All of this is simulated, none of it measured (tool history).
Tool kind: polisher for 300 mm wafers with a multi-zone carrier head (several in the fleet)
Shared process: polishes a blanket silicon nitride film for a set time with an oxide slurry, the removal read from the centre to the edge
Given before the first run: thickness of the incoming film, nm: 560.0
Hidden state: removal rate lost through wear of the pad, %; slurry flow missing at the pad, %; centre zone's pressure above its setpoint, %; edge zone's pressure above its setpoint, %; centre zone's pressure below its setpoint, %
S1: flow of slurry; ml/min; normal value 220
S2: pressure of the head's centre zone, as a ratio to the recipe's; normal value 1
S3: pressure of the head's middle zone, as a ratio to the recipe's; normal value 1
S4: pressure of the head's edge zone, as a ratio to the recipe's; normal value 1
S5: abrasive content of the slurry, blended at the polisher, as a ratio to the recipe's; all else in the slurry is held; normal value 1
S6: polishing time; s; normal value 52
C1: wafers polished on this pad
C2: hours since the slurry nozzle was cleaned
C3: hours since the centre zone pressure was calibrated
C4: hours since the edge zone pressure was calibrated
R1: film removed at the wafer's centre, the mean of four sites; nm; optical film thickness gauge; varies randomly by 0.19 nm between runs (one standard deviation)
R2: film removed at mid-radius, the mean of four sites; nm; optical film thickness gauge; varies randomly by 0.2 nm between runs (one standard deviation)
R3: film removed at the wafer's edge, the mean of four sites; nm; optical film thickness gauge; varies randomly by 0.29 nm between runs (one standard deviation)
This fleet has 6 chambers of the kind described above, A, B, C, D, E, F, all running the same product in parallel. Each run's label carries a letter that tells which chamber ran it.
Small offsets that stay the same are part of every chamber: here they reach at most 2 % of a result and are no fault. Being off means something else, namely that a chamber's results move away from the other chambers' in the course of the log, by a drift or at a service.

{"run": "1A", "day": 0.129, "S1": 220, "S2": 1, "S3": 1, "S4": 1, "S5": 1, "S6": 52, "C1": 1245, "C2": 25.7, "C3": 237.2, "C4": 80.5, "R1": 20.263, "R2": 20.088, "R3": 19.819}
{"run": "2F", "day": 0.321, "S1": 220, "S2": 1, "S3": 1, "S4": 1, "S5": 1, "S6": 52, "C1": 651, "C2": 606.7, "C3": 457.3, "C4": 875.6, "R1": 20.163, "R2": 20.204, "R3": 19.572}
{"run": "3B", "day": 0.458, "S1": 220, "S2": 1, "S3": 1, "S4": 1, "S5": 1, "S6": 52, "C1": 368, "C2": 577.4, "C3": 520.5, "C4": 471.1, "R1": 19.967, "R2": 20.26, "R3": 19.938}
{"run": "4E", "day": 0.675, "S1": 220, "S2": 1, "S3": 1, "S4": 1, "S5": 1, "S6": 52, "C1": 603, "C2": 432, "C3": 321.6, "C4": 368.7, "R1": 20.539, "R2": 20.122, "R3": 20.12}
{"day": 0.729, "done": "chamber A: worn pad replaced by a new one"}
{"run": "5D", "day": 0.925, "S1": 220, "S2": 1, "S3": 1, "S4": 1, "S5": 1, "S6": 52, "C1": 886, "C2": 359.2, "C3": 53.9, "C4": 338.6, "R1": 19.607, "R2": 20.126, "R3": 20}
{"run": "6C", "day": 1.062, "S1": 220, "S2": 1, "S3": 1, "S4": 1, "S5": 1, "S6": 52, "C1": 350, "C2": 175, "C3": 341.6, "C4": 441, "R1": 19.815, "R2": 20.413, "R3": 20.161}
{"day": 1.092, "done": "chamber F: worn pad replaced by a new one"}
{"run": "7C", "day": 1.267, "S1": 155, "S2": 1, "S3": 1.06, "S4": 1, "S5": 1, "S6": 52, "C1": 379, "C2": 179.9, "C3": 346.5, "C4": 445.9, "R1": 18.667, "R2": 19.934, "R3": 19.456}
{"day": 1.279, "done": "chamber E: worn pad replaced by a new one"}
{"run": "8D", "day": 1.492, "S1": 155, "S2": 1, "S3": 1.06, "S4": 1, "S5": 1, "S6": 52, "C1": 969, "C2": 372.8, "C3": 67.5, "C4": 352.2, "R1": 18.703, "R2": 20.396, "R3": 19.001}
{"run": "9E", "day": 1.658, "S1": 155, "S2": 1, "S3": 1.06, "S4": 1, "S5": 1, "S6": 52, "C1": 55, "C2": 455.6, "C3": 345.2, "C4": 392.3, "R1": 19.172, "R2": 19.806, "R3": 19.041}
{"run": "10F", "day": 1.85, "S1": 155, "S2": 1, "S3": 1.06, "S4": 1, "S5": 1, "S6": 52, "C1": 110, "C2": 643.4, "C3": 494, "C4": 912.3, "R1": 19.283, "R2": 19.909, "R3": 20.026}
{"day": 1.896, "done": "chamber B: centre zone pressure recalibrated"}
{"run": "11B", "day": 2.05, "S1": 155, "S2": 1, "S3": 1.06, "S4": 1, "S5": 1, "S6": 52, "C1": 600, "C2": 615.6, "C3": 3.8, "C4": 509.3, "R1": 18.788, "R2": 20, "R3": 18.761}
{"run": "12A", "day": 2.288, "S1": 155, "S2": 1, "S3": 1.06, "S4": 1, "S5": 1, "S6": 52, "C1": 227, "C2": 77.5, "C3": 289, "C4": 132.3, "R1": 18.955, "R2": 20.226, "R3": 19.318}
{"run": "13E", "day": 2.517, "S1": 220, "S2": 1, "S3": 1, "S4": 1, "S5": 1, "S6": 52, "C1": 181, "C2": 476.2, "C3": 365.8, "C4": 412.9, "R1": 20.293, "R2": 20.305, "R3": 20.084}
{"day": 2.546, "done": "chamber F: centre zone pressure recalibrated"}
{"run": "14B", "day": 2.692, "S1": 220, "S2": 1, "S3": 1.1, "S4": 1, "S5": 1, "S6": 52, "C1": 694, "C2": 631, "C3": 19.2, "C4": 524.7, "R1": 19.907, "R2": 21.785, "R3": 19.801}
{"run": "15F", "day": 2.9, "S1": 220, "S2": 1, "S3": 1.1, "S4": 1, "S5": 1, "S6": 52, "C1": 263, "C2": 668.6, "C3": 8.6, "C4": 937.5, "R1": 20.184, "R2": 21.902, "R3": 20.113}
{"day": 2.912, "done": "chamber F: slurry nozzle cleaned"}
{"run": "16D", "day": 3.025, "S1": 220, "S2": 1, "S3": 1.1, "S4": 1, "S5": 1, "S6": 52, "C1": 1193, "C2": 409.6, "C3": 104.3, "C4": 389, "R1": 19.628, "R2": 21.49, "R3": 19.68}
{"run": "17C", "day": 3.167, "S1": 220, "S2": 1, "S3": 1.1, "S4": 1, "S5": 1, "S6": 52, "C1": 657, "C2": 225.5, "C3": 392.1, "C4": 491.5, "R1": 19.659, "R2": 21.643, "R3": 19.882}
{"day": 3.212, "done": "chamber B: slurry nozzle cleaned"}
{"day": 3.238, "done": "chamber C: worn pad replaced by a new one"}
{"run": "18A", "day": 3.329, "S1": 220, "S2": 1, "S3": 1.1, "S4": 1, "S5": 1, "S6": 52, "C1": 379, "C2": 102.5, "C3": 314, "C4": 157.3, "R1": 20.394, "R2": 21.908, "R3": 20.583}
{"day": 3.342, "done": "chamber D: worn pad replaced by a new one"}
{"run": "19A", "day": 3.45, "S1": 220, "S2": 1, "S3": 1.1, "S4": 1, "S5": 1, "S6": 52, "C1": 397, "C2": 105.4, "C3": 316.9, "C4": 160.2, "R1": 20.418, "R2": 22.457, "R3": 20.304}
{"day": 3.575, "done": "chamber B: worn pad replaced by a new one"}
{"run": "20F", "day": 3.583, "S1": 220, "S2": 1, "S3": 1, "S4": 1, "S5": 1, "S6": 52, "C1": 363, "C2": 16.1, "C3": 25, "C4": 953.9, "R1": 20.064, "R2": 19.865, "R3": 20.494}
{"run": "21E", "day": 3.783, "S1": 220, "S2": 1, "S3": 1, "S4": 1, "S5": 1, "S6": 52, "C1": 365, "C2": 506.6, "C3": 396.2, "C4": 443.3, "R1": 20.214, "R2": 19.795, "R3": 19.96}
{"run": "22C", "day": 3.942, "S1": 220, "S2": 1, "S3": 1, "S4": 1, "S5": 1, "S6": 52, "C1": 102, "C2": 244.1, "C3": 410.7, "C4": 510.1, "R1": 19.89, "R2": 20.005, "R3": 20.539}
{"run": "23B", "day": 4.158, "S1": 220, "S2": 1, "S3": 1, "S4": 1, "S5": 1, "S6": 52, "C1": 85, "C2": 22.8, "C3": 54.4, "C4": 559.9, "R1": 19.85, "R2": 20.037, "R3": 19.435}
{"run": "24D", "day": 4.3, "S1": 220, "S2": 1, "S3": 1, "S4": 1, "S5": 1, "S6": 52, "C1": 140, "C2": 440.2, "C3": 134.9, "C4": 419.6, "R1": 20.256, "R2": 20.336, "R3": 19.89}
{"run": "25F", "day": 4.562, "S1": 220, "S2": 1, "S3": 1, "S4": 1, "S5": 1, "S6": 52, "C1": 506, "C2": 39.6, "C3": 48.5, "C4": 977.4, "R1": 20.181, "R2": 20.131, "R3": 20.583}
{"run": "26C", "day": 4.729, "S1": 220, "S2": 1, "S3": 1, "S4": 1, "S5": 1, "S6": 52, "C1": 217, "C2": 263, "C3": 429.6, "C4": 529, "R1": 19.922, "R2": 20.122, "R3": 20.763}
{"run": "27E", "day": 4.875, "S1": 220, "S2": 1, "S3": 1, "S4": 1, "S5": 1, "S6": 52, "C1": 525, "C2": 532.8, "C3": 422.4, "C4": 469.5, "R1": 19.63, "R2": 19.309, "R3": 19.779}
{"run": "28A", "day": 5.096, "S1": 220, "S2": 1, "S3": 1, "S4": 1, "S5": 1, "S6": 52, "C1": 637, "C2": 144.9, "C3": 356.4, "C4": 199.7, "R1": 20.423, "R2": 20.104, "R3": 20.256}
{"day": 5.217, "done": "chamber E: worn pad replaced by a new one"}
{"run": "29B", "day": 5.329, "S1": 220, "S2": 1, "S3": 1, "S4": 1, "S5": 1, "S6": 52, "C1": 256, "C2": 50.9, "C3": 82.5, "C4": 588, "R1": 20.047, "R2": 20.137, "R3": 20.141}
{"run": "30D", "day": 5.488, "S1": 220, "S2": 1, "S3": 1.04, "S4": 1, "S5": 1.25, "S6": 52, "C1": 313, "C2": 468.7, "C3": 163.4, "C4": 448.1, "R1": 21.984, "R2": 23.288, "R3": 22.261}
{"run": "31D", "day": 5.667, "S1": 220, "S2": 1, "S3": 1.04, "S4": 1, "S5": 1.25, "S6": 52, "C1": 339, "C2": 473, "C3": 167.7, "C4": 452.4, "R1": 21.964, "R2": 23.338, "R3": 22.989}
{"day": 5.688, "done": "chamber F: worn pad replaced by a new one"}
{"run": "32F", "day": 5.85, "S1": 220, "S2": 1, "S3": 1.04, "S4": 1, "S5": 1.25, "S6": 52, "C1": 23, "C2": 70.5, "C3": 79.4, "C4": 1008.3, "R1": 22.245, "R2": 22.484, "R3": 22.414}
{"day": 5.9, "done": "chamber B: edge zone pressure recalibrated"}
{"run": "33C", "day": 6.104, "S1": 220, "S2": 1, "S3": 1.04, "S4": 1, "S5": 1.25, "S6": 52, "C1": 418, "C2": 296, "C3": 462.6, "C4": 562, "R1": 21.641, "R2": 23.022, "R3": 22.396}
{"run": "34E", "day": 6.262, "S1": 220, "S2": 1, "S3": 1.04, "S4": 1, "S5": 1.25, "S6": 52, "C1": 153, "C2": 566.1, "C3": 455.7, "C4": 502.8, "R1": 21.053, "R2": 22.293, "R3": 21.866}
{"run": "35B", "day": 6.396, "S1": 220, "S2": 1, "S3": 1.04, "S4": 1, "S5": 1.25, "S6": 52, "C1": 411, "C2": 76.5, "C3": 108.1, "C4": 11.9, "R1": 22.642, "R2": 23.456, "R3": 21.421}
{"day": 6.554, "done": "chamber C: slurry nozzle cleaned"}
{"run": "36A", "day": 6.575, "S1": 220, "S2": 1, "S3": 1, "S4": 1, "S5": 1, "S6": 52, "C1": 853, "C2": 180.4, "C3": 391.9, "C4": 235.2, "R1": 20.465, "R2": 20.326, "R3": 20.141}
{"day": 6.638, "done": "chamber F: edge zone pressure recalibrated"}
{"run": "37F", "day": 6.838, "S1": 275, "S2": 1, "S3": 1, "S4": 1, "S5": 1, "S6": 52, "C1": 167, "C2": 94.2, "C3": 103.1, "C4": 4.9, "R1": 20.51, "R2": 20.478, "R3": 20.766}
{"run": "38C", "day": 6.983, "S1": 275, "S2": 1, "S3": 1, "S4": 1, "S5": 1, "S6": 52, "C1": 546, "C2": 10.3, "C3": 483.7, "C4": 583.1, "R1": 20.633, "R2": 20.581, "R3": 21.12}
{"run": "39A", "day": 7.117, "S1": 275, "S2": 1, "S3": 1, "S4": 1, "S5": 1, "S6": 52, "C1": 932, "C2": 193.4, "C3": 404.9, "C4": 248.2, "R1": 20.997, "R2": 20.629, "R3": 20.434}
{"run": "40B", "day": 7.262, "S1": 275, "S2": 1, "S3": 1, "S4": 1, "S5": 1, "S6": 52, "C1": 538, "C2": 97.3, "C3": 128.9, "C4": 32.7, "R1": 20.243, "R2": 20.824, "R3": 20.619}
{"run": "41D", "day": 7.429, "S1": 275, "S2": 1, "S3": 1, "S4": 1, "S5": 1, "S6": 52, "C1": 596, "C2": 515.3, "C3": 210, "C4": 494.7, "R1": 20.472, "R2": 20.647, "R3": 20.692}

All 6 chambers run these settings next. Forecast each chamber's results:
{"run": "42A", "day": 7.621, "S1": 220, "S2": 1, "S3": 1, "S4": 1.04, "S5": 1, "S6": 52, "R1": "?", "R2": "?", "R3": "?"}
{"run": "42B", "day": 7.621, "S1": 220, "S2": 1, "S3": 1, "S4": 1.04, "S5": 1, "S6": 52, "R1": "?", "R2": "?", "R3": "?"}
{"run": "42C", "day": 7.621, "S1": 220, "S2": 1, "S3": 1, "S4": 1.04, "S5": 1, "S6": 52, "R1": "?", "R2": "?", "R3": "?"}
{"run": "42D", "day": 7.621, "S1": 220, "S2": 1, "S3": 1, "S4": 1.04, "S5": 1, "S6": 52, "R1": "?", "R2": "?", "R3": "?"}
{"run": "42E", "day": 7.621, "S1": 220, "S2": 1, "S3": 1, "S4": 1.04, "S5": 1, "S6": 52, "R1": "?", "R2": "?", "R3": "?"}
{"run": "42F", "day": 7.621, "S1": 220, "S2": 1, "S3": 1, "S4": 1.04, "S5": 1, "S6": 52, "R1": "?", "R2": "?", "R3": "?"}

run=42A R1=20.318 R2=20.408 R3=20.374
run=42B R1=19.763 R2=20.038 R3=20.215
run=42C R1=19.966 R2=19.882 R3=20.837
run=42D R1=20.088 R2=20.045 R3=20.462
run=42E R1=18.399 R2=18.554 R3=19.443
run=42F R1=20.552 R2=19.973 R3=20.68
